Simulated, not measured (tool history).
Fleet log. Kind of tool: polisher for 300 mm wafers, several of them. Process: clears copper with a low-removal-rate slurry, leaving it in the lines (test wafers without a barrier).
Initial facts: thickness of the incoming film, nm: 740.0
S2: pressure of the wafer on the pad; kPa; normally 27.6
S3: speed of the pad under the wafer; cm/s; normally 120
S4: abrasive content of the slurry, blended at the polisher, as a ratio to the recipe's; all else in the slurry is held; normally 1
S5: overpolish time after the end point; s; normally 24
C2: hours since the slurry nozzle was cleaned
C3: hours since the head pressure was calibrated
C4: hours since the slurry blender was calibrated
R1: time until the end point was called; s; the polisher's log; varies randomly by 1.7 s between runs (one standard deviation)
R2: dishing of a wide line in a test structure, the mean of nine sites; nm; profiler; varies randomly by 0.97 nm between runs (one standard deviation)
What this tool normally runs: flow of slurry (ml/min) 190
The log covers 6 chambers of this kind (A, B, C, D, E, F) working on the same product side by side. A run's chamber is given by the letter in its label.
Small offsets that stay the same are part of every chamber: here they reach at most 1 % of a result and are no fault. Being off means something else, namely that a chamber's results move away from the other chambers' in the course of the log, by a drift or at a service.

{"hour": 3.9, "done": "chamber B: head pressure recalibrated"}
{"run": "1B", "hour": 7.6, "flow of slurry (ml/min)": 190, "S2": 27.6, "S3": 120, "S4": 1, "S5": 24, "wafers polished on this pad": 856, "C2": 135.6, "C3": 3.7, "C4": 27.1, "R1": 167.82, "R2": 63.475}
{"run": "2A", "hour": 15.9, "flow of slurry (ml/min)": 190, "S2": 27.6, "S3": 120, "S4": 1, "S5": 24, "wafers polished on this pad": 289, "C2": 136.9, "C3": 581.6, "C4": 65.6, "R1": 165.5, "R2": 64.043}
{"hour": 16.9, "done": "chamber B: worn pad replaced by a new one"}
{"run": "3F", "hour": 26.6, "flow of slurry (ml/min)": 190, "S2": 27.6, "S3": 120, "S4": 1, "S5": 24, "wafers polished on this pad": 935, "C2": 545.1, "C3": 308.8, "C4": 368.0, "R1": 165.98, "R2": 66.993}
{"hour": 30.2, "done": "chamber F: slurry blender recalibrated"}
{"run": "4C", "hour": 36.5, "flow of slurry (ml/min)": 190, "S2": 27.6, "S3": 120, "S4": 1, "S5": 24, "wafers polished on this pad": 253, "C2": 94.7, "C3": 749.8, "C4": 244.9, "R1": 168.22, "R2": 64.06}
{"run": "5E", "hour": 48.2, "flow of slurry (ml/min)": 190, "S2": 27.6, "S3": 120, "S4": 1, "S5": 24, "wafers polished on this pad": 495, "C2": 384.9, "C3": 344.0, "C4": 213.7, "R1": 167.94, "R2": 64.179}
{"hour": 54.7, "done": "chamber A: slurry blender recalibrated"}
{"run": "6D", "hour": 61.5, "flow of slurry (ml/min)": 190, "S2": 27.6, "S3": 120, "S4": 1, "S5": 24, "wafers polished on this pad": 584, "C2": 122.9, "C3": 451.1, "C4": 166.2, "R1": 167.93, "R2": 64.3}
{"run": "7F", "hour": 68.4, "flow of slurry (ml/min)": 190, "S2": 20.7, "S3": 120, "S4": 1, "S5": 24, "wafers polished on this pad": 1115, "C2": 586.9, "C3": 350.6, "C4": 38.3, "R1": 219.69, "R2": 51.205}
{"run": "8E", "hour": 81.0, "flow of slurry (ml/min)": 190, "S2": 20.7, "S3": 120, "S4": 1, "S5": 24, "wafers polished on this pad": 636, "C2": 417.7, "C3": 376.8, "C4": 246.5, "R1": 225.01, "R2": 51.437}
{"run": "9D", "hour": 87.9, "flow of slurry (ml/min)": 190, "S2": 20.7, "S3": 120, "S4": 1, "S5": 24, "wafers polished on this pad": 698, "C2": 149.3, "C3": 477.5, "C4": 192.6, "R1": 222.19, "R2": 48.676}
{"hour": 89.6, "done": "chamber B: slurry blender recalibrated"}
{"run": "10B", "hour": 97.6, "flow of slurry (ml/min)": 190, "S2": 20.7, "S3": 120, "S4": 1, "S5": 24, "wafers polished on this pad": 347, "C2": 225.6, "C3": 93.7, "C4": 8.1, "R1": 227.45, "R2": 49.326}
{"run": "11C", "hour": 109.4, "flow of slurry (ml/min)": 190, "S2": 20.7, "S3": 120, "S4": 1, "S5": 24, "wafers polished on this pad": 567, "C2": 167.6, "C3": 822.7, "C4": 317.8, "R1": 231.52, "R2": 49.033}
{"hour": 116.5, "done": "chamber D: worn pad replaced by a new one"}
{"run": "12A", "hour": 117.6, "flow of slurry (ml/min)": 190, "S2": 20.7, "S3": 120, "S4": 1, "S5": 24, "wafers polished on this pad": 727, "C2": 238.6, "C3": 683.3, "C4": 62.9, "R1": 216.13, "R2": 50.107}
{"hour": 117.8, "done": "chamber F: worn pad replaced by a new one"}
{"run": "13E", "hour": 130.7, "flow of slurry (ml/min)": 190, "S2": 27.6, "S3": 120, "S4": 1, "S5": 24, "wafers polished on this pad": 850, "C2": 467.4, "C3": 426.5, "C4": 296.2, "R1": 167.2, "R2": 65.561}
{"hour": 132.4, "done": "chamber C: slurry nozzle cleaned"}
{"hour": 136.1, "done": "chamber E: slurry blender recalibrated"}
{"run": "14B", "hour": 143.4, "flow of slurry (ml/min)": 190, "S2": 27.6, "S3": 120, "S4": 1, "S5": 24, "wafers polished on this pad": 544, "C2": 271.4, "C3": 139.5, "C4": 53.9, "R1": 165.37, "R2": 63.436}
{"hour": 144.6, "done": "chamber C: head pressure recalibrated"}
{"hour": 148.0, "done": "chamber A: worn pad replaced by a new one"}
{"run": "15D", "hour": 149.9, "flow of slurry (ml/min)": 190, "S2": 27.6, "S3": 120, "S4": 1, "S5": 24, "wafers polished on this pad": 144, "C2": 211.3, "C3": 539.5, "C4": 254.6, "R1": 164.47, "R2": 63.054}
{"hour": 153.8, "done": "chamber A: slurry blender recalibrated"}
{"hour": 154.8, "done": "chamber C: worn pad replaced by a new one"}
{"run": "16C", "hour": 160.5, "flow of slurry (ml/min)": 190, "S2": 27.6, "S3": 120, "S4": 1, "S5": 24, "wafers polished on this pad": 24, "C2": 28.1, "C3": 15.9, "C4": 368.9, "R1": 167.97, "R2": 62.214}
{"hour": 164.3, "done": "chamber F: slurry nozzle cleaned"}
{"run": "17F", "hour": 172.9, "flow of slurry (ml/min)": 190, "S2": 27.6, "S3": 120, "S4": 1, "S5": 24, "wafers polished on this pad": 237, "C2": 8.7, "C3": 455.1, "C4": 142.8, "R1": 164.85, "R2": 63.767}
{"run": "18A", "hour": 179.3, "flow of slurry (ml/min)": 190, "S2": 27.6, "S3": 120, "S4": 1, "S5": 24, "wafers polished on this pad": 134, "C2": 300.3, "C3": 745.0, "C4": 25.6, "R1": 159.89, "R2": 66.31}
{"hour": 190.7, "done": "chamber C: slurry blender recalibrated"}
{"hour": 192.1, "done": "chamber B: slurry nozzle cleaned"}
{"run": "19D", "hour": 193.0, "flow of slurry (ml/min)": 190, "S2": 27.6, "S3": 120, "S4": 1, "S5": 24, "wafers polished on this pad": 329, "C2": 254.4, "C3": 582.6, "C4": 297.7, "R1": 167.0, "R2": 62.699}
{"run": "20E", "hour": 206.2, "flow of slurry (ml/min)": 190, "S2": 27.6, "S3": 120, "S4": 1, "S5": 24, "wafers polished on this pad": 1175, "C2": 542.9, "C3": 502.0, "C4": 70.2, "R1": 168.21, "R2": 63.439}
{"run": "21A", "hour": 215.0, "flow of slurry (ml/min)": 190, "S2": 27.6, "S3": 120, "S4": 1, "S5": 24, "wafers polished on this pad": 288, "C2": 336.0, "C3": 780.7, "C4": 61.3, "R1": 158.92, "R2": 68.997}
{"hour": 220.1, "done": "chamber B: worn pad replaced by a new one"}
{"hour": 222.6, "done": "chamber B: slurry blender recalibrated"}
{"run": "22F", "hour": 224.9, "flow of slurry (ml/min)": 190, "S2": 36.5, "S3": 120, "S4": 1, "S5": 24, "wafers polished on this pad": 460, "C2": 60.7, "C3": 507.1, "C4": 194.8, "R1": 126.82, "R2": 78.651}
{"hour": 228.9, "done": "chamber E: worn pad replaced by a new one"}
{"run": "23B", "hour": 237.8, "flow of slurry (ml/min)": 190, "S2": 36.5, "S3": 120, "S4": 1, "S5": 24, "wafers polished on this pad": 76, "C2": 45.8, "C3": 233.9, "C4": 15.3, "R1": 129.5, "R2": 78.04}
{"hour": 245.4, "done": "chamber E: head pressure recalibrated"}
{"run": "24C", "hour": 247.7, "flow of slurry (ml/min)": 190, "S2": 36.5, "S3": 120, "S4": 1, "S5": 24, "wafers polished on this pad": 399, "C2": 115.3, "C3": 103.1, "C4": 57.0, "R1": 127.11, "R2": 79.918}
{"run": "25D", "hour": 260.8, "flow of slurry (ml/min)": 190, "S2": 36.5, "S3": 120, "S4": 1, "S5": 24, "wafers polished on this pad": 621, "C2": 322.2, "C3": 650.4, "C4": 365.5, "R1": 123.72, "R2": 78.505}
{"hour": 270.2, "done": "chamber E: slurry nozzle cleaned"}
{"run": "26A", "hour": 270.6, "flow of slurry (ml/min)": 190, "S2": 36.5, "S3": 120, "S4": 1, "S5": 24, "wafers polished on this pad": 527, "C2": 391.6, "C3": 836.3, "C4": 116.9, "R1": 120.97, "R2": 83.386}
{"hour": 277.5, "done": "chamber A: slurry blender recalibrated"}
{"hour": 279.2, "done": "chamber D: worn pad replaced by a new one"}
{"run": "27B", "hour": 281.3, "flow of slurry (ml/min)": 190, "S2": 36.5, "S3": 120, "S4": 1, "S5": 24, "wafers polished on this pad": 263, "C2": 89.3, "C3": 277.4, "C4": 58.8, "R1": 126.03, "R2": 77.446}
{"run": "28E", "hour": 288.7, "flow of slurry (ml/min)": 190, "S2": 27.6, "S3": 120, "S4": 1, "S5": 24, "wafers polished on this pad": 257, "C2": 18.6, "C3": 43.3, "C4": 152.7, "R1": 168.88, "R2": 65.811}
{"run": "29C", "hour": 300.1, "flow of slurry (ml/min)": 190, "S2": 27.6, "S3": 120, "S4": 1, "S5": 24, "wafers polished on this pad": 625, "C2": 167.7, "C3": 155.5, "C4": 109.4, "R1": 168.01, "R2": 63.85}
{"run": "30F", "hour": 308.2, "flow of slurry (ml/min)": 145, "S2": 31.0, "S3": 120, "S4": 1, "S5": 24, "wafers polished on this pad": 819, "C2": 144.0, "C3": 590.4, "C4": 278.1, "R1": 153.8, "R2": 67.858}
{"hour": 308.3, "done": "chamber C: worn pad replaced by a new one"}
{"run": "31D", "hour": 315.2, "flow of slurry (ml/min)": 145, "S2": 31.0, "S3": 120, "S4": 1, "S5": 24, "wafers polished on this pad": 155, "C2": 376.6, "C3": 704.8, "C4": 419.9, "R1": 155.08, "R2": 66.743}
{"run": "32E", "hour": 326.5, "flow of slurry (ml/min)": 145, "S2": 31.0, "S3": 120, "S4": 1, "S5": 24, "wafers polished on this pad": 420, "C2": 56.4, "C3": 81.1, "C4": 190.5, "R1": 156.21, "R2": 69.538}
{"run": "33C", "hour": 335.2, "flow of slurry (ml/min)": 145, "S2": 31.0, "S3": 120, "S4": 1, "S5": 24, "wafers polished on this pad": 115, "C2": 202.8, "C3": 190.6, "C4": 144.5, "R1": 152.71, "R2": 68.187}
{"hour": 336.0, "done": "chamber A: slurry nozzle cleaned"}
{"hour": 340.0, "done": "chamber B: slurry blender recalibrated"}
{"hour": 341.7, "done": "chamber A: worn pad replaced by a new one"}
{"run": "34B", "hour": 347.4, "flow of slurry (ml/min)": 145, "S2": 31.0, "S3": 120, "S4": 1, "S5": 24, "wafers polished on this pad": 548, "C2": 155.4, "C3": 343.5, "C4": 7.4, "R1": 156.54, "R2": 67.591}
{"hour": 356.3, "done": "chamber C: slurry nozzle cleaned"}
{"run": "35A", "hour": 357.6, "flow of slurry (ml/min)": 145, "S2": 31.0, "S3": 120, "S4": 1, "S5": 24, "wafers polished on this pad": 68, "C2": 21.6, "C3": 923.3, "C4": 80.1, "R1": 142.52, "R2": 73.682}
{"run": "36F", "hour": 365.5, "flow of slurry (ml/min)": 190, "S2": 27.6, "S3": 120, "S4": 1, "S5": 24, "wafers polished on this pad": 1065, "C2": 201.3, "C3": 647.7, "C4": 335.4, "R1": 166.24, "R2": 62.68}
{"run": "37F", "hour": 376.3, "flow of slurry (ml/min)": 190, "S2": 18.6, "S3": 142, "S4": 1, "S5": 24, "wafers polished on this pad": 1112, "C2": 212.1, "C3": 658.5, "C4": 346.2, "R1": 206.42, "R2": 52.583}
{"run": "38B", "hour": 383.1, "flow of slurry (ml/min)": 190, "S2": 18.6, "S3": 142, "S4": 1, "S5": 24, "wafers polished on this pad": 701, "C2": 191.1, "C3": 379.2, "C4": 43.1, "R1": 211.32, "R2": 52.149}
{"hour": 390.2, "done": "chamber D: head pressure recalibrated"}
{"run": "39C", "hour": 391.5, "flow of slurry (ml/min)": 190, "S2": 18.6, "S3": 142, "S4": 1, "S5": 24, "wafers polished on this pad": 357, "C2": 35.2, "C3": 246.9, "C4": 200.8, "R1": 213.59, "R2": 52.076}
{"hour": 393.0, "done": "chamber E: slurry blender recalibrated"}
{"hour": 402.7, "done": "chamber A: slurry blender recalibrated"}
{"run": "40E", "hour": 403.4, "flow of slurry (ml/min)": 190, "S2": 18.6, "S3": 142, "S4": 1, "S5": 24, "wafers polished on this pad": 750, "C2": 133.3, "C3": 158.0, "C4": 10.5, "R1": 210.73, "R2": 51.692}
{"run": "41A", "hour": 410.6, "flow of slurry (ml/min)": 190, "S2": 18.6, "S3": 142, "S4": 1, "S5": 24, "wafers polished on this pad": 296, "C2": 74.6, "C3": 976.3, "C4": 8.0, "R1": 190.75, "R2": 58.61}
{"run": "42D", "hour": 420.0, "flow of slurry (ml/min)": 190, "S2": 18.6, "S3": 142, "S4": 1, "S5": 24, "wafers polished on this pad": 606, "C2": 481.4, "C3": 29.9, "C4": 524.7, "R1": 207.16, "R2": 51.039}
{"run": "43A", "hour": 427.8, "flow of slurry (ml/min)": 190, "S2": 27.6, "S3": 120, "S4": 1, "S5": 24, "wafers polished on this pad": 370, "C2": 91.8, "C3": 993.5, "C4": 25.2, "R1": 149.92, "R2": 68.598}

The same settings go to every chamber for the next run, one line per chamber below. Forecast the results for each:
{"run": "44A", "hour": 437.8, "flow of slurry (ml/min)": 190, "S2": 27.6, "S3": 152, "S4": 1, "S5": 24, "R1": "?", "R2": "?"}
{"run": "44B", "hour": 437.8, "flow of slurry (ml/min)": 190, "S2": 27.6, "S3": 152, "S4": 1, "S5": 24, "R1": "?", "R2": "?"}
{"run": "44C", "hour": 437.8, "flow of slurry (ml/min)": 190, "S2": 27.6, "S3": 152, "S4": 1, "S5": 24, "R1": "?", "R2": "?"}
{"run": "44D", "hour": 437.8, "flow of slurry (ml/min)": 190, "S2": 27.6, "S3": 152, "S4": 1, "S5": 24, "R1": "?", "R2": "?"}
{"run": "44E", "hour": 437.8, "flow of slurry (ml/min)": 190, "S2": 27.6, "S3": 152, "S4": 1, "S5": 24, "R1": "?", "R2": "?"}
{"run": "44F", "hour": 437.8, "flow of slurry (ml/min)": 190, "S2": 27.6, "S3": 152, "S4": 1, "S5": 24, "R1": "?", "R2": "?"}

run=44A R1=118.25 R2=82.814
run=44B R1=130.96 R2=73.939
run=44C R1=135.97 R2=74.913
run=44D R1=133.61 R2=74.301
run=44E R1=133.44 R2=76.332
run=44F R1=129.71 R2=75.243

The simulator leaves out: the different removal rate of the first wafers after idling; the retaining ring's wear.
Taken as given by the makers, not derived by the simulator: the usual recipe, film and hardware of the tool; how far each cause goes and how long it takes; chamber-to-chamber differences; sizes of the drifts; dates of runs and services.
